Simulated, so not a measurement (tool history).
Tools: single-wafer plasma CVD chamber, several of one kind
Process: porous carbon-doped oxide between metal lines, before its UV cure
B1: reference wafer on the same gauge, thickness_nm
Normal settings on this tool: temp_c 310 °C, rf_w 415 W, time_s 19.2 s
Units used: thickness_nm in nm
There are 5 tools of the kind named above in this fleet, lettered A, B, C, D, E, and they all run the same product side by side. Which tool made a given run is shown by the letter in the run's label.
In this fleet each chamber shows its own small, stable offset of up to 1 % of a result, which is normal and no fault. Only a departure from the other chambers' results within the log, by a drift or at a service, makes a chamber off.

Run 1D, hour 15.1: usual settings; B1 89.622. Result: thickness_nm 87.251 nm.
Run 2B, hour 30.0: usual settings; B1 89.715. Result: thickness_nm 86.606 nm.
At hour 38.1: chamber B: thermocouple changed; heater temperature recalibrated.
Run 3A, hour 45.9: usual settings; B1 89.664. Result: thickness_nm 86.921 nm.
Run 4C, hour 55.7: usual settings; B1 89.714. Result: thickness_nm 86.308 nm.
Run 5E, hour 66.3: usual settings; B1 89.731. Result: thickness_nm 87.691 nm.
Run 6D, hour 77.7: usual settings; B1 89.707. Result: thickness_nm 87.468 nm.
Run 7E, hour 90.8: usual settings; B1 89.712. Result: thickness_nm 87.387 nm.
Run 8C, hour 99.2: usual settings; B1 89.723. Result: thickness_nm 86.636 nm.
Run 9B, hour 109.3: usual settings; B1 89.751. Result: thickness_nm 86.856 nm.
Run 10A, hour 118.5: usual settings but rf_w 335 W; B1 89.698. Result: thickness_nm 73.369 nm.
At hour 123.8: chamber C: thermocouple changed; heater temperature recalibrated.
Run 11C, hour 134.2: usual settings but rf_w 335 W; B1 89.740. Result: thickness_nm 70.744 nm.
Run 12B, hour 148.3: usual settings but rf_w 335 W; B1 89.737. Result: thickness_nm 72.527 nm.
Run 13E, hour 161.4: usual settings but rf_w 335 W; B1 89.710. Result: thickness_nm 73.626 nm.
Run 14D, hour 169.3: usual settings but rf_w 335 W; B1 89.677. Result: thickness_nm 73.305 nm.
Run 15A, hour 185.1: usual settings but time_s 22.6 s; B1 89.700. Result: thickness_nm 102.390 nm.
Run 16E, hour 198.0: usual settings but time_s 22.6 s; B1 89.633. Result: thickness_nm 101.790 nm.
Run 17B, hour 211.6: usual settings but time_s 22.6 s; B1 89.720. Result: thickness_nm 101.610 nm.
Run 18A, hour 219.7: usual settings but time_s 22.6 s; B1 89.680. Result: thickness_nm 101.910 nm.
Run 19C, hour 227.0: usual settings but time_s 22.6 s; B1 89.721. Result: thickness_nm 98.105 nm.
Run 20D, hour 242.6: usual settings; B1 89.681. Result: thickness_nm 86.842 nm.
Run 21E, hour 255.8: usual settings; B1 89.710. Result: thickness_nm 87.609 nm.
Run 22D, hour 263.4: usual settings but temp_c 303 °C, time_s 15.5 s; B1 89.776. Result: thickness_nm 73.635 nm.
Run 23C, hour 273.1: usual settings but temp_c 303 °C, time_s 15.5 s; B1 89.630. Result: thickness_nm 70.669 nm.
Run 24B, hour 281.0: usual settings but temp_c 303 °C, time_s 15.5 s; B1 89.756. Result: thickness_nm 72.598 nm.
Run 25A, hour 288.5: usual settings but temp_c 303 °C, time_s 15.5 s; B1 89.773. Result: thickness_nm 73.734 nm.
Run 26C, hour 299.5: usual settings but temp_c 303 °C, time_s 15.5 s; B1 89.727. Result: thickness_nm 71.065 nm.
Run 27B, hour 310.4: usual settings; B1 89.717. Result: thickness_nm 85.786 nm.
At hour 313.4: chamber A: thermocouple changed; heater temperature recalibrated.
Run 28E, hour 324.3: usual settings; B1 89.728. Result: thickness_nm 87.810 nm.
Run 29D, hour 340.3: usual settings; B1 89.692. Result: thickness_nm 87.453 nm.
Run 30A, hour 352.3: usual settings; B1 89.797. Result: thickness_nm 86.960 nm.
Run 31E, hour 366.1: usual settings; B1 89.664. Result: thickness_nm 87.236 nm.
Run 32B, hour 379.5: usual settings; B1 89.685. Result: thickness_nm 86.442 nm.
Run 33A, hour 391.1: usual settings; B1 89.633. Result: thickness_nm 87.256 nm.
Run 34D, hour 404.9: usual settings but temp_c 315 °C; B1 89.647. Result: thickness_nm 84.991 nm.

Next, all 5 chambers run the settings below, one line each with question marks for the results. What does each chamber give?
Run 35A, hour 416.5: usual settings. Result: thickness_nm ?.
Run 35B, hour 416.5: usual settings. Result: thickness_nm ?.
Run 35C, hour 416.5: usual settings. Result: thickness_nm ?.
Run 35D, hour 416.5: usual settings. Result: thickness_nm ?.
Run 35E, hour 416.5: usual settings. Result: thickness_nm ?.

run  thickness_nm
35A        87.041
35B        86.374
35C        84.381
35D        87.490
35E        87.023

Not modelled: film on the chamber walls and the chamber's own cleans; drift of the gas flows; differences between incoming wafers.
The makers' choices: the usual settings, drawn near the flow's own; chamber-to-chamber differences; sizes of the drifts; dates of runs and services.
